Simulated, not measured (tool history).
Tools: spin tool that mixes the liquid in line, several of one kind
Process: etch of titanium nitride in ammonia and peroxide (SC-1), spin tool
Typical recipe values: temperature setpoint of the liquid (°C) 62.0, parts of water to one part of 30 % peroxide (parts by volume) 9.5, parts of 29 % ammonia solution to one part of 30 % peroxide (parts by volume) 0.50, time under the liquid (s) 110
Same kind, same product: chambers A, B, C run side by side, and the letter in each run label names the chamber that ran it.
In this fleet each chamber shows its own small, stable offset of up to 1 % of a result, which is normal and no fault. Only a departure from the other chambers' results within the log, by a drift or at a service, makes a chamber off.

run	hour	temperature setpoint of the liquid (°C)	parts of water to one part of 30 % peroxide (parts by volume)	parts of 29 % ammonia solution to one part of 30 % peroxide (parts by volume)	time under the liquid (s)	hours since the thermometer was replaced	hours since the ammonia flow meter was replaced	hours since the heated supply line was repaired	hours since the drum of ammonia solution was connected	read-back film thickness of the titanium nitride reference wafer, read on the same gauge (nm)	thickness taken off the titanium nitride on a monitor wafer (Å)
1C	7.7	62.0	9.5	0.50	110	25.2	822.7	948.6	304.1	140.00	157.650
2B	12.8	62.0	9.5	0.50	110	953.5	383.7	438.0	173.4	140.07	158.000
3A	20.2	62.0	9.5	0.50	110	616.1	231.1	1593.6	286.0	139.98	155.110
4B	25.5	62.0	9.5	0.50	110	966.2	396.4	450.7	186.1	139.99	155.770
5A	34.1	62.0	9.5	0.50	110	630.0	245.0	1607.5	299.9	139.98	155.860
6C	41.3	62.0	14.0	0.50	85	58.8	856.3	982.2	337.7	140.00	99.414
# hour 41.5: chamber A: new drum of ammonia solution connected
# hour 46.7: chamber C: new drum of ammonia solution connected
7B	47.5	62.0	14.0	0.50	85	988.2	418.4	472.7	208.1	140.03	98.607
8A	53.4	62.0	14.0	0.50	85	649.3	264.3	1626.8	12.0	140.03	97.661
9C	59.5	62.0	9.5	0.50	110	77.0	874.5	1000.4	12.8	140.00	157.220
10C	67.8	62.0	9.5	0.50	110	85.3	882.8	1008.7	21.1	139.98	159.430
11A	71.7	62.0	9.5	0.50	110	667.6	282.6	1645.1	30.3	140.01	156.340
# hour 75.2: chamber A: heated supply line repaired
12B	80.0	62.0	9.5	0.50	110	1020.7	450.9	505.2	240.6	139.92	157.490
13A	85.4	62.0	9.5	0.50	110	681.3	296.3	10.2	44.0	140.04	156.580
14C	93.5	62.0	9.5	0.50	110	111.0	908.5	1034.4	46.8	140.00	157.960
15B	98.2	62.0	9.5	0.50	110	1038.9	469.1	523.4	258.8	139.96	155.790
16A	102.1	55.0	9.5	0.50	110	698.0	313.0	26.9	60.7	140.02	98.787
17B	106.0	55.0	9.5	0.50	110	1046.7	476.9	531.2	266.6	140.03	98.745
18C	113.3	55.0	9.5	0.50	110	130.8	928.3	1054.2	66.6	140.03	99.110
19C	119.6	62.0	9.5	0.75	170	137.1	934.6	1060.5	72.9	140.01	261.750
20B	124.1	62.0	9.5	0.75	170	1064.8	495.0	549.3	284.7	139.98	261.110
21A	130.4	62.0	9.5	0.75	170	726.3	341.3	55.2	89.0	140.00	257.170
22A	138.2	62.0	9.5	0.50	110	734.1	349.1	63.0	96.8	139.98	156.010
# hour 139.8: chamber C: ammonia flow meter replaced
23B	143.4	62.0	12.5	0.50	110	1084.1	514.3	568.6	304.0	140.03	136.700
24C	150.1	62.0	12.5	0.50	110	167.6	10.3	1091.0	103.4	139.93	135.680
25A	154.7	62.0	12.5	0.50	110	750.6	365.6	79.5	113.3	140.01	134.190
26C	158.7	62.0	9.5	0.50	110	176.2	18.9	1099.6	112.0	139.97	158.270
27B	166.9	58.5	9.5	0.60	110	1107.6	537.8	592.1	327.5	140.00	129.190
28A	172.7	58.5	9.5	0.60	110	768.6	383.6	97.5	131.3	139.98	128.480
29C	181.5	58.5	9.5	0.60	110	199.0	41.7	1122.4	134.8	139.99	129.600
30B	190.3	62.0	6.5	0.35	110	1131.0	561.2	615.5	350.9	140.05	178.220
31A	194.8	62.0	6.5	0.35	110	790.7	405.7	119.6	153.4	140.04	178.430
32C	200.0	62.0	6.5	0.35	110	217.5	60.2	1140.9	153.3	140.03	181.150
# hour 201.8: chamber B: new drum of ammonia solution connected
33B	206.7	62.0	9.5	0.50	110	1147.4	577.6	631.9	4.9	139.98	157.500
34C	212.6	62.0	9.5	0.50	110	230.1	72.8	1153.5	165.9	140.03	157.370
35A	218.1	62.0	9.5	0.50	110	814.0	429.0	142.9	176.7	139.93	155.310
36B	224.8	62.0	9.5	0.50	110	1165.5	595.7	650.0	23.0	140.00	157.030
37B	230.8	62.0	9.5	0.30	145	1171.5	601.7	656.0	29.0	139.98	186.100

Each of the 3 chambers runs these same settings next. Fill in every chamber's results:
38A	237.2	62.0	9.5	0.50	110						?
38B	237.2	62.0	9.5	0.50	110						?
38C	237.2	62.0	9.5	0.50	110						?

run	thickness taken off the titanium nitride on a monitor wafer (Å)
38A	157.700
38B	156.810
38C	157.180
